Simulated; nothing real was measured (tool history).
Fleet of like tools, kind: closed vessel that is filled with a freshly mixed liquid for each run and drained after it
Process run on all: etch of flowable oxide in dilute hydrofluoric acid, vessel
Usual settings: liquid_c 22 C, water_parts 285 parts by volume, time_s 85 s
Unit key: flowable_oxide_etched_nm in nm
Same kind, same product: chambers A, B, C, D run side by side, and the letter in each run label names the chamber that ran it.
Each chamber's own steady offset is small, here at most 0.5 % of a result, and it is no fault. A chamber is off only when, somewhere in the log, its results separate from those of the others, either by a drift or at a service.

run   hour  liquid_c  water_parts  time_s  hours since the thermometer was replaced  hours since the hydrofluoric acid flow meter was replaced  read-back film thickness of the flowable oxide reference wafer, read on the same gauge (nm)  flowable_oxide_etched_nm
 1B    6.5        22          285      85                                    1868.9                                                      467.6                                                                                       40.013                    6.9659
 2A   12.9        22          285      85                                    2051.4                                                     1889.1                                                                                       39.985                    6.9872
 3D   20.5        22          285      85                                    2016.6                                                      474.8                                                                                       39.985                    6.9529
 4C   27.8        22          285      85                                    2088.9                                                        707                                                                                       39.972                    6.9674
 5A   31.4        20          285      85                                    2069.9                                                     1907.6                                                                                       39.974                    6.4711
 6C   35.9        20          285      85                                      2097                                                      715.1                                                                                       40.004                    6.4883
 7B   43.8        20          285      85                                    1906.2                                                      504.9                                                                                       39.986                    6.4958
 8D   48.7        20          285      85                                    2044.8                                                        503                                                                                           40                    6.4139
 9A   53.2        22          285      85                                    2091.7                                                     1929.4                                                                                       40.037                     6.993
10D   59.2        22          285      45                                    2055.3                                                      513.5                                                                                       39.967                    3.6828
11B   64.3        22          285      45                                    1926.7                                                      525.4                                                                                       40.026                    3.7039
12C   71.8        22          285      45                                    2132.9                                                        751                                                                                        40.01                    3.6558
13B   76.9        22          285      45                                    1939.3                                                        538                                                                                       40.023                     3.689
14D   81.3        22          285      85                                    2077.4                                                      535.6                                                                                       40.024                      6.95
15C   85.4        22          285      85                                    2146.5                                                      764.6                                                                                       40.019                    6.9366
16A   92.4        22          285      85                                    2130.9                                                     1968.6                                                                                       39.993                    6.9624
17C   99.2        22          285      85                                    2160.3                                                      778.4                                                                                       39.985                    6.9561
18D  104.7        22          285      85                                    2100.8                                                        559                                                                                       39.965                    6.9012
19A  111.3        25          285      55                                    2149.8                                                     1987.5                                                                                       39.991                    4.9869
     113.3  -- chamber A: hydrofluoric acid flow meter replaced
20B  118.5        25          285      55                                    1980.9                                                      579.6                                                                                       39.994                    5.0314
21D  123.2        25          285      55                                    2119.3                                                      577.5                                                                                       39.996                    5.0132
22C  128.1        25          285      55                                    2189.2                                                      807.3                                                                                       40.007                    4.9741
23A  134.4        22          285      85                                    2172.9                                                       21.2                                                                                       40.016                    6.9696
24B  140.5        22          285      85                                    2002.9                                                      601.6                                                                                       39.973                    6.9944
25C  144.4        22          285      85                                    2205.5                                                      823.6                                                                                       39.989                     6.951
26B  150.8        22          285      85                                    2013.2                                                      611.9                                                                                        40.01                    7.0635
27D    157        22          285      85                                    2153.1                                                      611.3                                                                                       39.975                     6.936

Which is it: a chamber that has drifted or been left off by a service, a gauge drift common to all chambers, or only each chamber's usual small offset? If a chamber is off, name it and its likeliest cause.

Beyond each chamber's small constant offset nothing stands out, and the gauge stays steady.
